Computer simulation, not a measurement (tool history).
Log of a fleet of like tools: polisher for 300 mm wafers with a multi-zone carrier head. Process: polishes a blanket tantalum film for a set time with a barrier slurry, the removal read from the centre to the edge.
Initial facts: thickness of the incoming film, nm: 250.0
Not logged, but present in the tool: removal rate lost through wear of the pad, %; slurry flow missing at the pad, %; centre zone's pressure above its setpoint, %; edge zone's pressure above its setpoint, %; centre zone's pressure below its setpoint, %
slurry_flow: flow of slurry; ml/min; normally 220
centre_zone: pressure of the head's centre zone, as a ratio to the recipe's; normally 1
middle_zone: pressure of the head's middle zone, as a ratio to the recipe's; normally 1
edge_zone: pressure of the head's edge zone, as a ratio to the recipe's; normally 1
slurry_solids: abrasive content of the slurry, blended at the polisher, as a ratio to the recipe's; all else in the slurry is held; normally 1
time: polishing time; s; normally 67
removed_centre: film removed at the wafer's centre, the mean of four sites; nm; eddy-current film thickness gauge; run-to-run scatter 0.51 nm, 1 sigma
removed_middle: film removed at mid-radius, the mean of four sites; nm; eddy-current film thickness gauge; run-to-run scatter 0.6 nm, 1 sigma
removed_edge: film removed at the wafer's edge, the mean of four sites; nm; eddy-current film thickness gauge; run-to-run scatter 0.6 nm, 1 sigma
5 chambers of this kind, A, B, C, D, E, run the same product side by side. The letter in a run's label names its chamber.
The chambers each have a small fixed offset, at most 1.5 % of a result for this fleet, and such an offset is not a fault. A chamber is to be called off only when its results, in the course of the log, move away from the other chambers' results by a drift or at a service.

run	hour	slurry_flow	centre_zone	middle_zone	edge_zone	slurry_solids	time	wafers polished on this pad	hours since the slurry nozzle was cleaned	hours since the centre zone pressure was calibrated	hours since the edge zone pressure was calibrated	removed_centre	removed_middle	removed_edge
# hour 6.5: chamber E: worn pad replaced by a new one
1A	12.1	220	1	1	1	1	67	188	437.2	175	221.6	68.258	68.191	68.592
2E	19.1	220	1	1	1	1	67	122	136.6	40	1234.3	67.881	69.06	68.511
3D	32.2	220	1	1	1	1	67	1275	93.6	139.3	343.2	68.964	69.142	70.167
# hour 35.9: chamber D: worn pad replaced by a new one
4B	44.3	220	1	1	1	1	67	707	444.9	244.4	430.3	68.659	69.593	67.436
# hour 49.2: chamber D: edge zone pressure recalibrated
5C	50.6	220	1	1	1	1	67	526	209.8	887.1	161.8	67.761	68.906	69.498
6E	60.1	220	1	1	1	1	67	518	177.6	81	1275.3	67.651	68.141	68.153
7A	73.3	220	1	1	1	1	67	779	498.4	236.2	282.8	69.183	69.395	68
# hour 80.1: chamber E: worn pad replaced by a new one
# hour 80.4: chamber E: edge zone pressure recalibrated
8C	82.3	220	1	1	1	1	67	832	241.5	918.8	193.5	67.883	67.294	69.355
9B	90.1	220	1	1	1	1	67	1150	490.7	290.2	476.1	68.459	69.064	69.241
# hour 93: chamber A: worn pad replaced by a new one
# hour 93.1: chamber C: worn pad replaced by a new one
# hour 95.2: chamber A: slurry nozzle cleaned
# hour 95.8: chamber C: centre zone pressure recalibrated
10D	97.2	220	1	1	1	1	67	593	158.6	204.3	48	68.949	68.365	69.811
11C	104.9	220	1	1	1	1	67	114	264.1	9.1	216.1	65.453	68.721	68.716
12D	112.1	220	1	1	1	1	67	737	173.5	219.2	62.9	68.944	68.901	68.601
# hour 114.3: chamber B: worn pad replaced by a new one
13E	118.5	220	1	1	1	1	67	371	236	139.4	38.1	66.846	67.593	69.767
14A	130.9	220	1	1	1	1	67	366	35.7	293.8	340.4	70.147	69.326	68.873
15B	137.1	250	1	1.07	1	1	67	220	537.7	337.2	523.1	69.414	75.778	68.587
16E	146.7	250	1	1.07	1	1	67	643	264.2	167.6	66.3	69.421	73.027	70.269
# hour 152.4: chamber E: worn pad replaced by a new one
17C	153.6	250	1	1.07	1	1	67	584	312.8	57.8	264.8	65.898	72.659	69.531
# hour 155.6: chamber B: slurry nozzle cleaned
# hour 162.9: chamber C: slurry nozzle cleaned
18B	166.7	250	1	1.07	1	1	67	506	11.2	366.8	552.7	70.129	74.781	68.379
# hour 176.5: chamber A: worn pad replaced by a new one
19A	177.4	250	1	1.07	1	1	67	8	82.2	340.3	386.9	69.879	73.129	69.77
20D	185.2	220	1	1	1	1	67	1443	246.6	292.3	136	69.445	68.709	69.232
# hour 185.9: chamber D: worn pad replaced by a new one
# hour 188.3: chamber D: slurry nozzle cleaned
21C	198.4	220	1	1	1	1	67	1017	35.6	102.6	309.6	64.683	68.495	68.863
22A	204.9	220	1	1	1	1	67	274	109.7	367.8	414.4	68.708	69.419	69.033
# hour 211.3: chamber E: worn pad replaced by a new one
# hour 213.5: chamber C: worn pad replaced by a new one
23D	216.2	220	1	1	1	1	67	292	27.9	323.3	167	69.291	68.802	68.278
24B	225.4	220	1	1	1	1	67	1073	69.9	425.5	611.4	68.172	68.836	67.05
25E	231.6	220	1	1	1	1	67	196	349.1	252.5	151.2	68.152	68.289	69.662
# hour 237.9: chamber B: worn pad replaced by a new one
26B	242.3	220	1	1	1.05	0.85	67	42	86.8	442.4	628.3	65.717	65.839	66.793
27E	253.5	220	1	1	1.05	0.85	67	407	371	274.4	173.1	65.013	65.011	67.007
28A	263	220	1	1	1.05	0.85	67	836	167.8	425.9	472.5	65.787	64.905	67.025
# hour 268.2: chamber C: edge zone pressure recalibrated
29D	270.9	220	1	1	1.05	0.85	67	821	82.6	378	221.7	65.453	66.286	66.939
30C	282.9	220	1	1	1.05	0.85	67	670	120.1	187.1	14.7	60.962	64.392	67.251
31B	291.3	220	1	1	1	1	67	516	135.8	491.4	677.3	68.5	69.073	68.488
32C	297.6	220	1	1	1	1	67	812	134.8	201.8	29.4	64.658	67.549	68.558
33D	310.3	220	1	1	1	1	67	1202	122	417.4	261.1	68.926	69.29	68.348

Each of the 5 chambers runs these same settings next. Fill in every chamber's results:
34A	319.8	220	1	1	1	1	83					?	?	?
34B	319.8	220	1	1	1	1	83					?	?	?
34C	319.8	220	1	1	1	1	83					?	?	?
34D	319.8	220	1	1	1	1	83					?	?	?
34E	319.8	220	1	1	1	1	83					?	?	?

run	removed_centre	removed_middle	removed_edge
34A	85.856	84.163	85.32
34B	84.652	86.063	85.833
34C	79.93	86.515	84.789
34D	85.275	85.557	86.228
34E	83.408	83.429	85.241

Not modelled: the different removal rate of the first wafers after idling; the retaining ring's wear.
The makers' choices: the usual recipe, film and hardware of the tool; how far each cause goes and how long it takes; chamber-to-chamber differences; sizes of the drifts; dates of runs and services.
